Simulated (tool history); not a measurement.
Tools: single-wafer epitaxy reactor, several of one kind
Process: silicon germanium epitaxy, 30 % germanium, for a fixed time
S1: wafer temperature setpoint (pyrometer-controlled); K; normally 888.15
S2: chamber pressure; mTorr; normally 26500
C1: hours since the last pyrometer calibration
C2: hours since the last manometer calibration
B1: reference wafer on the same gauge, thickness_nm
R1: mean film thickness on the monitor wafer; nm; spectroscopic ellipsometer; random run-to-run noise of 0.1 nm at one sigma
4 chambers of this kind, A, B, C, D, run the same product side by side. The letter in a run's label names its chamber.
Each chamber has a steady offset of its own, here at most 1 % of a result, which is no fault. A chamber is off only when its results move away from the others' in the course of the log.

run,day,S1,S2,C1,C2,B1,R1
1C,0.329,888.15,26500,350.2,562.3,96.799,85.871
2A,0.729,888.15,26500,845.7,1064.8,96.753,85.489
# day 0.821: chamber B: capacitance manometer re-zeroed and calibrated
3B,1.088,888.15,26500,756.9,6.5,96.764,85.752
4D,1.433,888.15,26500,919.3,878.3,96.709,86.367
5B,1.692,888.15,21100,771.4,21.0,96.706,78.534
6A,2.000,888.15,21100,876.2,1095.3,96.692,78.020
7C,2.217,888.15,21100,395.5,607.6,96.666,78.221
8D,2.617,888.15,21100,947.7,906.7,96.662,78.930
9D,2.833,888.15,26500,952.9,911.9,96.638,86.464
10B,3.121,888.15,26500,805.7,55.3,96.640,85.735
11C,3.475,888.15,26500,425.7,637.8,96.591,85.468
12A,3.696,888.15,26500,916.9,1136.0,96.561,85.460
13B,3.975,888.15,26500,826.2,75.8,96.535,85.616
14A,4.183,888.15,20900,928.6,1147.7,96.554,77.567
15D,4.367,888.15,20900,989.7,948.7,96.539,78.594
16C,4.696,888.15,20900,455.0,667.1,96.517,77.892
17D,5.054,888.15,20900,1006.2,965.2,96.507,78.570
18A,5.388,888.15,26500,957.5,1176.6,96.490,85.407
19C,5.762,888.15,26500,480.6,692.7,96.452,85.341
20B,6.062,888.15,26500,876.3,125.9,96.460,85.637
21C,6.346,888.15,26500,494.6,706.7,96.432,85.434
22D,6.625,888.15,26500,1043.9,1002.9,96.439,85.909
23A,6.992,888.15,26500,996.0,1215.1,96.405,85.303
24B,7.371,888.15,26500,907.7,157.3,96.347,85.402
25C,7.712,888.15,26500,527.4,739.5,96.347,85.342
26B,7.996,888.15,26500,922.7,172.3,96.340,85.464

Does one chamber stand apart from the rest, does the shared gauge drift, or is all well apart from small per-chamber offsets? Give the chamber and the most likely cause, where there is one.

It is the gauge, not a chamber: its drift shows up in every chamber's results at once, and no chamber is off.
Cause: gauge reads low (%) = 0.501.
